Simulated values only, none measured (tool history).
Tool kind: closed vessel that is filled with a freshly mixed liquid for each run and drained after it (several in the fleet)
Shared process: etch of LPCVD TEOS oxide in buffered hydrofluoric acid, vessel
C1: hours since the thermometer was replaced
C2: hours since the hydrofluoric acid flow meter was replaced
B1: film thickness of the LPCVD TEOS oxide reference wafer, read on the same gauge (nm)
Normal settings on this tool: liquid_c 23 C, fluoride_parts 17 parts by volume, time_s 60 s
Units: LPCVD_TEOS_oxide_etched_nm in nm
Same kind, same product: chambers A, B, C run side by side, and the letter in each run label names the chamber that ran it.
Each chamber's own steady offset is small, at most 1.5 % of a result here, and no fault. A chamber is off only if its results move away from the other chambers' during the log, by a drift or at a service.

Run 1C, hour 10.4: usual settings; C1 1362.7; C2 581.4; B1 90.022. Result: LPCVD_TEOS_oxide_etched_nm 86.083 nm.
Run 2B, hour 22.7: usual settings; C1 211.8; C2 555.7; B1 89.983. Result: LPCVD_TEOS_oxide_etched_nm 87.345 nm.
Run 3A, hour 34: usual settings; C1 708.3; C2 1154.7; B1 89.997. Result: LPCVD_TEOS_oxide_etched_nm 86.848 nm.
Run 4C, hour 42.5: usual settings; C1 1394.8; C2 613.5; B1 89.993. Result: LPCVD_TEOS_oxide_etched_nm 85.206 nm.
Run 5B, hour 52.7: usual settings; C1 241.8; C2 585.7; B1 90.007. Result: LPCVD_TEOS_oxide_etched_nm 85.274 nm.
Run 6A, hour 65.9: usual settings but fluoride_parts 19.5 parts by volume, time_s 45 s; C1 740.2; C2 1186.6; B1 89.998. Result: LPCVD_TEOS_oxide_etched_nm 56.731 nm.
Run 7C, hour 72.6: usual settings but fluoride_parts 19.5 parts by volume, time_s 45 s; C1 1424.9; C2 643.6; B1 90.006. Result: LPCVD_TEOS_oxide_etched_nm 57.078 nm.
Run 8B, hour 85.2: usual settings but fluoride_parts 19.5 parts by volume, time_s 45 s; C1 274.3; C2 618.2; B1 90.014. Result: LPCVD_TEOS_oxide_etched_nm 57.451 nm.
Run 9A, hour 91.5: usual settings; C1 765.8; C2 1212.2; B1 90.007. Result: LPCVD_TEOS_oxide_etched_nm 85.377 nm.
Run 10A, hour 100.3: usual settings; C1 774.6; C2 1221; B1 89.994. Result: LPCVD_TEOS_oxide_etched_nm 86.136 nm.
Run 11C, hour 108: usual settings but fluoride_parts 22.5 parts by volume; C1 1460.3; C2 679; B1 89.986. Result: LPCVD_TEOS_oxide_etched_nm 67.538 nm.
Run 12B, hour 114.3: usual settings but fluoride_parts 22.5 parts by volume; C1 303.4; C2 647.3; B1 90.006. Result: LPCVD_TEOS_oxide_etched_nm 68.356 nm.
Run 13A, hour 124.9: usual settings but fluoride_parts 22.5 parts by volume; C1 799.2; C2 1245.6; B1 90.022. Result: LPCVD_TEOS_oxide_etched_nm 67.795 nm.
Run 14B, hour 137.1: usual settings; C1 326.2; C2 670.1; B1 90.01. Result: LPCVD_TEOS_oxide_etched_nm 86.145 nm.
Run 15C, hour 150.1: usual settings; C1 1502.4; C2 721.1; B1 89.999. Result: LPCVD_TEOS_oxide_etched_nm 86.53 nm.
Run 16C, hour 160.2: usual settings; C1 1512.5; C2 731.2; B1 90.017. Result: LPCVD_TEOS_oxide_etched_nm 85.768 nm.
Run 17B, hour 167.2: usual settings; C1 356.3; C2 700.2; B1 90.001. Result: LPCVD_TEOS_oxide_etched_nm 86.7 nm.
Run 18A, hour 178.3: usual settings; C1 852.6; C2 1299; B1 89.969. Result: LPCVD_TEOS_oxide_etched_nm 86.865 nm.
Run 19C, hour 189.9: usual settings; C1 1542.2; C2 760.9; B1 89.989. Result: LPCVD_TEOS_oxide_etched_nm 85.921 nm.
Run 20A, hour 199.9: usual settings but time_s 35 s; C1 874.2; C2 1320.6; B1 90.014. Result: LPCVD_TEOS_oxide_etched_nm 51.189 nm.
Run 21B, hour 210.1: usual settings but time_s 35 s; C1 399.2; C2 743.1; B1 89.984. Result: LPCVD_TEOS_oxide_etched_nm 50.596 nm.
Run 22B, hour 219.4: usual settings but time_s 35 s; C1 408.5; C2 752.4; B1 90.003. Result: LPCVD_TEOS_oxide_etched_nm 50.881 nm.

All 3 chambers run these settings next. Forecast each chamber's results:
Run 23A, hour 229.3: usual settings but time_s 30 s. Result: LPCVD_TEOS_oxide_etched_nm ?.
Run 23B, hour 229.3: usual settings but time_s 30 s. Result: LPCVD_TEOS_oxide_etched_nm ?.
Run 23C, hour 229.3: usual settings but time_s 30 s. Result: LPCVD_TEOS_oxide_etched_nm ?.

run  LPCVD_TEOS_oxide_etched_nm
23A                      43.377
23B                      43.706
23C                      43.943

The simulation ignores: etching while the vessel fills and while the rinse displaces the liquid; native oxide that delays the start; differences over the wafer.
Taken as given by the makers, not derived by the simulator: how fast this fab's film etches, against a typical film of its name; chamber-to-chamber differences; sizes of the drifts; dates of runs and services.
